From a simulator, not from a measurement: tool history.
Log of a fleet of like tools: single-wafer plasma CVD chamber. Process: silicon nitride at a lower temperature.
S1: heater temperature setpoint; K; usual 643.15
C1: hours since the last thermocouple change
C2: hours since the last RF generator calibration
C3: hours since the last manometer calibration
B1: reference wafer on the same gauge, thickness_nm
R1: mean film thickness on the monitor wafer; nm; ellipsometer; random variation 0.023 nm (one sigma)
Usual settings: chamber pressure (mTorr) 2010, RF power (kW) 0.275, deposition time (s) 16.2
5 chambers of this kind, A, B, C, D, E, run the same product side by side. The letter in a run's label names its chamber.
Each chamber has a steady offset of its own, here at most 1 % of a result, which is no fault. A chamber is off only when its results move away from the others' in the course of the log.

{"run": "1A", "hour": 6.8, "S1": 643.15, "chamber pressure (mTorr)": 2010, "RF power (kW)": 0.275, "deposition time (s)": 16.2, "C1": 1841.5, "C2": 886.0, "C3": 852.1, "B1": 22.401, "R1": 18.942}
{"run": "2E", "hour": 11.2, "S1": 643.15, "chamber pressure (mTorr)": 2010, "RF power (kW)": 0.275, "deposition time (s)": 16.2, "C1": 374.1, "C2": 761.4, "C3": 2053.1, "B1": 22.396, "R1": 19.04}
{"run": "3D", "hour": 19.4, "S1": 643.15, "chamber pressure (mTorr)": 2010, "RF power (kW)": 0.275, "deposition time (s)": 16.2, "C1": 786.2, "C2": 1428.8, "C3": 2503.0, "B1": 22.388, "R1": 18.965}
{"run": "4B", "hour": 24.2, "S1": 643.15, "chamber pressure (mTorr)": 2010, "RF power (kW)": 0.275, "deposition time (s)": 16.2, "C1": 2371.5, "C2": 1350.4, "C3": 372.8, "B1": 22.386, "R1": 19.078}
{"run": "5C", "hour": 29.2, "S1": 643.15, "chamber pressure (mTorr)": 2010, "RF power (kW)": 0.275, "deposition time (s)": 16.2, "C1": 460.5, "C2": 465.6, "C3": 202.6, "B1": 22.384, "R1": 18.955}
{"run": "6C", "hour": 36.0, "S1": 643.15, "chamber pressure (mTorr)": 2010, "RF power (kW)": 0.31, "deposition time (s)": 18.8, "C1": 467.3, "C2": 472.4, "C3": 209.4, "B1": 22.384, "R1": 23.837}
{"run": "7B", "hour": 45.8, "S1": 643.15, "chamber pressure (mTorr)": 2010, "RF power (kW)": 0.31, "deposition time (s)": 18.8, "C1": 2393.1, "C2": 1372.0, "C3": 394.4, "B1": 22.383, "R1": 24.021}
{"run": "8E", "hour": 53.2, "S1": 643.15, "chamber pressure (mTorr)": 2010, "RF power (kW)": 0.31, "deposition time (s)": 18.8, "C1": 416.1, "C2": 803.4, "C3": 2095.1, "B1": 22.379, "R1": 23.926}
{"run": "9A", "hour": 59.9, "S1": 643.15, "chamber pressure (mTorr)": 2010, "RF power (kW)": 0.31, "deposition time (s)": 18.8, "C1": 1894.6, "C2": 939.1, "C3": 905.2, "B1": 22.379, "R1": 23.765}
{"run": "10D", "hour": 70.0, "S1": 643.15, "chamber pressure (mTorr)": 2010, "RF power (kW)": 0.31, "deposition time (s)": 18.8, "C1": 836.8, "C2": 1479.4, "C3": 2553.6, "B1": 22.373, "R1": 23.782}
{"run": "11D", "hour": 77.8, "S1": 643.15, "chamber pressure (mTorr)": 2010, "RF power (kW)": 0.275, "deposition time (s)": 16.2, "C1": 844.6, "C2": 1487.2, "C3": 2561.4, "B1": 22.374, "R1": 18.927}
{"run": "12E", "hour": 84.9, "S1": 643.15, "chamber pressure (mTorr)": 2010, "RF power (kW)": 0.275, "deposition time (s)": 16.2, "C1": 447.8, "C2": 835.1, "C3": 2126.8, "B1": 22.361, "R1": 19.004}
{"run": "13C", "hour": 92.0, "S1": 643.15, "chamber pressure (mTorr)": 2010, "RF power (kW)": 0.275, "deposition time (s)": 16.2, "C1": 523.3, "C2": 528.4, "C3": 265.4, "B1": 22.364, "R1": 18.913}
{"run": "14A", "hour": 100.8, "S1": 643.15, "chamber pressure (mTorr)": 2010, "RF power (kW)": 0.275, "deposition time (s)": 16.2, "C1": 1935.5, "C2": 980.0, "C3": 946.1, "B1": 22.361, "R1": 18.899}
{"run": "15B", "hour": 107.8, "S1": 643.15, "chamber pressure (mTorr)": 2010, "RF power (kW)": 0.275, "deposition time (s)": 16.2, "C1": 2455.1, "C2": 1434.0, "C3": 456.4, "B1": 22.353, "R1": 19.055}
{"run": "16C", "hour": 115.7, "S1": 643.15, "chamber pressure (mTorr)": 2010, "RF power (kW)": 0.275, "deposition time (s)": 16.2, "C1": 547.0, "C2": 552.1, "C3": 289.1, "B1": 22.355, "R1": 18.964}
{"hour": 117.9, "done": "chamber E: capacitance manometer re-zeroed and calibrated"}
{"run": "17A", "hour": 123.8, "S1": 643.15, "chamber pressure (mTorr)": 2010, "RF power (kW)": 0.275, "deposition time (s)": 16.2, "C1": 1958.5, "C2": 1003.0, "C3": 969.1, "B1": 22.352, "R1": 18.868}
{"run": "18E", "hour": 133.1, "S1": 643.15, "chamber pressure (mTorr)": 2010, "RF power (kW)": 0.275, "deposition time (s)": 16.2, "C1": 496.0, "C2": 883.3, "C3": 15.3, "B1": 22.349, "R1": 18.949}
{"run": "19B", "hour": 139.6, "S1": 643.15, "chamber pressure (mTorr)": 2010, "RF power (kW)": 0.275, "deposition time (s)": 16.2, "C1": 2486.9, "C2": 1465.8, "C3": 488.2, "B1": 22.347, "R1": 19.066}
{"run": "20D", "hour": 146.5, "S1": 643.15, "chamber pressure (mTorr)": 2190, "RF power (kW)": 0.275, "deposition time (s)": 16.2, "C1": 913.3, "C2": 1555.9, "C3": 2630.1, "B1": 22.334, "R1": 19.353}
{"run": "21A", "hour": 151.7, "S1": 643.15, "chamber pressure (mTorr)": 2190, "RF power (kW)": 0.275, "deposition time (s)": 16.2, "C1": 1986.4, "C2": 1030.9, "C3": 997.0, "B1": 22.341, "R1": 19.33}
{"run": "22B", "hour": 157.0, "S1": 643.15, "chamber pressure (mTorr)": 2190, "RF power (kW)": 0.275, "deposition time (s)": 16.2, "C1": 2504.3, "C2": 1483.2, "C3": 505.6, "B1": 22.345, "R1": 19.459}
{"run": "23D", "hour": 165.1, "S1": 643.15, "chamber pressure (mTorr)": 2190, "RF power (kW)": 0.275, "deposition time (s)": 16.2, "C1": 931.9, "C2": 1574.5, "C3": 2648.7, "B1": 22.325, "R1": 19.318}
{"run": "24E", "hour": 173.9, "S1": 643.15, "chamber pressure (mTorr)": 2190, "RF power (kW)": 0.275, "deposition time (s)": 16.2, "C1": 536.8, "C2": 924.1, "C3": 56.1, "B1": 22.33, "R1": 19.424}
{"run": "25C", "hour": 182.5, "S1": 643.15, "chamber pressure (mTorr)": 2010, "RF power (kW)": 0.275, "deposition time (s)": 16.2, "C1": 613.8, "C2": 618.9, "C3": 355.9, "B1": 22.32, "R1": 18.888}
{"run": "26C", "hour": 188.5, "S1": 643.15, "chamber pressure (mTorr)": 2010, "RF power (kW)": 0.275, "deposition time (s)": 16.2, "C1": 619.8, "C2": 624.9, "C3": 361.9, "B1": 22.327, "R1": 18.867}
{"run": "27B", "hour": 196.8, "S1": 643.15, "chamber pressure (mTorr)": 2010, "RF power (kW)": 0.275, "deposition time (s)": 16.2, "C1": 2544.1, "C2": 1523.0, "C3": 545.4, "B1": 22.329, "R1": 18.972}
{"run": "28D", "hour": 202.5, "S1": 643.15, "chamber pressure (mTorr)": 2010, "RF power (kW)": 0.275, "deposition time (s)": 16.2, "C1": 969.3, "C2": 1611.9, "C3": 2686.1, "B1": 22.317, "R1": 18.9}
{"run": "29A", "hour": 207.1, "S1": 643.15, "chamber pressure (mTorr)": 2010, "RF power (kW)": 0.275, "deposition time (s)": 16.2, "C1": 2041.8, "C2": 1086.3, "C3": 1052.4, "B1": 22.319, "R1": 18.866}
{"run": "30E", "hour": 213.0, "S1": 643.15, "chamber pressure (mTorr)": 2010, "RF power (kW)": 0.275, "deposition time (s)": 16.2, "C1": 575.9, "C2": 963.2, "C3": 95.2, "B1": 22.315, "R1": 18.962}
{"run": "31A", "hour": 218.7, "S1": 643.15, "chamber pressure (mTorr)": 2010, "RF power (kW)": 0.275, "deposition time (s)": 16.2, "C1": 2053.4, "C2": 1097.9, "C3": 1064.0, "B1": 22.311, "R1": 18.838}
{"run": "32D", "hour": 224.1, "S1": 643.15, "chamber pressure (mTorr)": 2010, "RF power (kW)": 0.275, "deposition time (s)": 16.2, "C1": 990.9, "C2": 1633.5, "C3": 2707.7, "B1": 22.307, "R1": 18.874}
{"run": "33C", "hour": 230.8, "S1": 643.15, "chamber pressure (mTorr)": 2010, "RF power (kW)": 0.275, "deposition time (s)": 16.2, "C1": 662.1, "C2": 667.2, "C3": 404.2, "B1": 22.303, "R1": 18.843}
{"run": "34B", "hour": 237.2, "S1": 643.15, "chamber pressure (mTorr)": 2010, "RF power (kW)": 0.275, "deposition time (s)": 16.2, "C1": 2584.5, "C2": 1563.4, "C3": 585.8, "B1": 22.303, "R1": 18.982}
{"run": "35E", "hour": 247.0, "S1": 643.15, "chamber pressure (mTorr)": 2010, "RF power (kW)": 0.275, "deposition time (s)": 16.2, "C1": 609.9, "C2": 997.2, "C3": 129.2, "B1": 22.304, "R1": 18.912}
{"run": "36E", "hour": 256.5, "S1": 643.15, "chamber pressure (mTorr)": 2010, "RF power (kW)": 0.275, "deposition time (s)": 16.2, "C1": 619.4, "C2": 1006.7, "C3": 138.7, "B1": 22.295, "R1": 18.918}
{"run": "37A", "hour": 266.0, "S1": 656.15, "chamber pressure (mTorr)": 2010, "RF power (kW)": 0.275, "deposition time (s)": 16.2, "C1": 2100.7, "C2": 1145.2, "C3": 1111.3, "B1": 22.301, "R1": 18.744}
{"run": "38D", "hour": 272.2, "S1": 656.15, "chamber pressure (mTorr)": 2010, "RF power (kW)": 0.275, "deposition time (s)": 16.2, "C1": 1039.0, "C2": 1681.6, "C3": 2755.8, "B1": 22.287, "R1": 18.738}

All 5 chambers run these settings next. Forecast each chamber's results:
{"run": "39A", "hour": 279.5, "S1": 643.15, "chamber pressure (mTorr)": 2010, "RF power (kW)": 0.275, "deposition time (s)": 16.2, "R1": "?"}
{"run": "39B", "hour": 279.5, "S1": 643.15, "chamber pressure (mTorr)": 2010, "RF power (kW)": 0.275, "deposition time (s)": 16.2, "R1": "?"}
{"run": "39C", "hour": 279.5, "S1": 643.15, "chamber pressure (mTorr)": 2010, "RF power (kW)": 0.275, "deposition time (s)": 16.2, "R1": "?"}
{"run": "39D", "hour": 279.5, "S1": 643.15, "chamber pressure (mTorr)": 2010, "RF power (kW)": 0.275, "deposition time (s)": 16.2, "R1": "?"}
{"run": "39E", "hour": 279.5, "S1": 643.15, "chamber pressure (mTorr)": 2010, "RF power (kW)": 0.275, "deposition time (s)": 16.2, "R1": "?"}

run=39A R1=18.838
run=39B R1=18.982
run=39C R1=18.852
run=39D R1=18.882
run=39E R1=18.924
